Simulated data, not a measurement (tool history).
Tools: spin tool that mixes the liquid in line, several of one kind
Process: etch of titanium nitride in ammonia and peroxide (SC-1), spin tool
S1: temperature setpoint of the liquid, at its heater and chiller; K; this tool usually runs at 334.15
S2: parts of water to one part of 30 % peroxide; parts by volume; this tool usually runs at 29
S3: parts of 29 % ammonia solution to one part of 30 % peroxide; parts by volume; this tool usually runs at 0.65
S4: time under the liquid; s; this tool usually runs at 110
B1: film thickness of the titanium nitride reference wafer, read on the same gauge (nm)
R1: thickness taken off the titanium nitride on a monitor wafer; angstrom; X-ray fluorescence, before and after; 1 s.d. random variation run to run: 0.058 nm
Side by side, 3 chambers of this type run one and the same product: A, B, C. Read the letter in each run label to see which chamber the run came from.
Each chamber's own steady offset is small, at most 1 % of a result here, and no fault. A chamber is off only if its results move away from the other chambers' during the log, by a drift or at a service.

-- hour=4 chamber A: new drum of ammonia solution connected
run 1B hour=6 | S1=334.15 S2=29 S3=0.65 S4=110 | B1=50.023 | R1=69.486
run 2C hour=13.8 | S1=334.15 S2=29 S3=0.65 S4=110 | B1=49.984 | R1=71.253
run 3A hour=19.6 | S1=334.15 S2=29 S3=0.65 S4=110 | B1=50.011 | R1=70.195
run 4A hour=26.4 | S1=334.15 S2=29 S3=0.65 S4=110 | B1=49.999 | R1=70.282
run 5B hour=33.6 | S1=334.15 S2=41 S3=0.9 S4=110 | B1=50.006 | R1=60.987
run 6C hour=37.6 | S1=334.15 S2=41 S3=0.9 S4=110 | B1=49.951 | R1=61.526
run 7A hour=42 | S1=334.15 S2=41 S3=0.9 S4=110 | B1=49.987 | R1=61.003
run 8B hour=46.1 | S1=334.15 S2=29 S3=0.65 S4=145 | B1=49.995 | R1=92.561
run 9C hour=53.9 | S1=334.15 S2=29 S3=0.65 S4=145 | B1=50.006 | R1=92.153
run 10C hour=62 | S1=334.15 S2=29 S3=0.65 S4=145 | B1=50.016 | R1=93.332
run 11A hour=66.1 | S1=334.15 S2=29 S3=0.65 S4=110 | B1=49.97 | R1=69.886
run 12B hour=70 | S1=334.15 S2=29 S3=0.65 S4=110 | B1=49.994 | R1=70.177
-- hour=72.8 chamber A: ammonia flow meter replaced
run 13C hour=77.5 | S1=334.15 S2=29 S3=0.65 S4=110 | B1=50.033 | R1=70.105
run 14B hour=82.8 | S1=334.15 S2=20 S3=0.65 S4=85 | B1=50.012 | R1=65.962
run 15A hour=87.3 | S1=334.15 S2=20 S3=0.65 S4=85 | B1=50.011 | R1=67.318
run 16B hour=94.6 | S1=334.15 S2=20 S3=0.65 S4=85 | B1=49.995 | R1=67.364
run 17C hour=98.4 | S1=334.15 S2=29 S3=0.65 S4=110 | B1=49.961 | R1=69.516
run 18A hour=105.1 | S1=334.15 S2=29 S3=0.65 S4=110 | B1=49.993 | R1=68.917
run 19C hour=109.6 | S1=334.15 S2=29 S3=0.65 S4=110 | B1=50.037 | R1=70.449
run 20B hour=115.2 | S1=337.65 S2=20 S3=0.65 S4=110 | B1=50.018 | R1=107.78
-- hour=121.1 chamber B: thermometer replaced
run 21A hour=122.8 | S1=337.65 S2=20 S3=0.65 S4=110 | B1=50.01 | R1=106.28
run 22C hour=130.5 | S1=337.65 S2=20 S3=0.65 S4=110 | B1=50.027 | R1=108.18
run 23B hour=136.3 | S1=334.15 S2=29 S3=0.65 S4=110 | B1=49.955 | R1=70.483
run 24A hour=140.2 | S1=334.15 S2=29 S3=0.65 S4=60 | B1=49.963 | R1=37.466
-- hour=143.2 chamber A: thermometer replaced
run 25C hour=147.6 | S1=334.15 S2=29 S3=0.65 S4=60 | B1=50.004 | R1=38.909
run 26A hour=154.5 | S1=334.15 S2=29 S3=0.65 S4=60 | B1=49.976 | R1=37.243
run 27B hour=162.9 | S1=334.15 S2=29 S3=0.65 S4=110 | B1=50.023 | R1=70.454
run 28B hour=168.8 | S1=334.15 S2=29 S3=0.65 S4=110 | B1=50.06 | R1=69.758
run 29A hour=174.6 | S1=334.15 S2=29 S3=0.65 S4=110 | B1=49.977 | R1=67.734
run 30C hour=179.3 | S1=334.15 S2=29 S3=0.65 S4=110 | B1=49.966 | R1=70.48
run 31B hour=184.2 | S1=327.65 S2=29 S3=0.65 S4=110 | B1=49.99 | R1=46.31
run 32A hour=188.2 | S1=327.65 S2=29 S3=0.65 S4=110 | B1=50.043 | R1=43.068
run 33C hour=193.8 | S1=327.65 S2=29 S3=0.65 S4=110 | B1=50.004 | R1=45.657
run 34A hour=197.9 | S1=334.15 S2=29 S3=0.65 S4=110 | B1=50.048 | R1=68.199

Does one chamber stand apart from the rest, does the shared gauge drift, or is all well apart from small per-chamber offsets? Give the chamber and the most likely cause, where there is one.

Little by little, chamber A moves away from the other chambers.
Most likely cause: temperature lost on the way to the wafer (K) = 0.682.

Chamber A could run next with any of the 4 candidate recipes listed below; each alters the usual settings, and their results appear as question marks. Which one brings its results back in line with what the other chambers deliver on the usual settings?
In line here means within this much of the mean the other chambers give on the usual settings: R1 2 angstrom
run 35A-1 hour=204 | S1=334.65 S2=28.5 S3=0.65 S4=115 | R1=?
run 35A-2 hour=204 | S1=333.65 S2=29 S3=0.65 S4=110 | R1=?
run 35A-3 hour=204 | S1=333.65 S2=29.5 S3=0.65 S4=105 | R1=?
run 35A-4 hour=204 | S1=334.65 S2=29 S3=0.65 S4=110 | R1=?

Average result of the remaining chambers running the usual settings: R1 70.266 angstrom
run=35A-1 R1=73.678
run=35A-2 R1=65.402
run=35A-3 R1=61.822
run=35A-4 R1=69.779
The right change is 35A-4: it brings the chamber back within the allowed miss of the others.
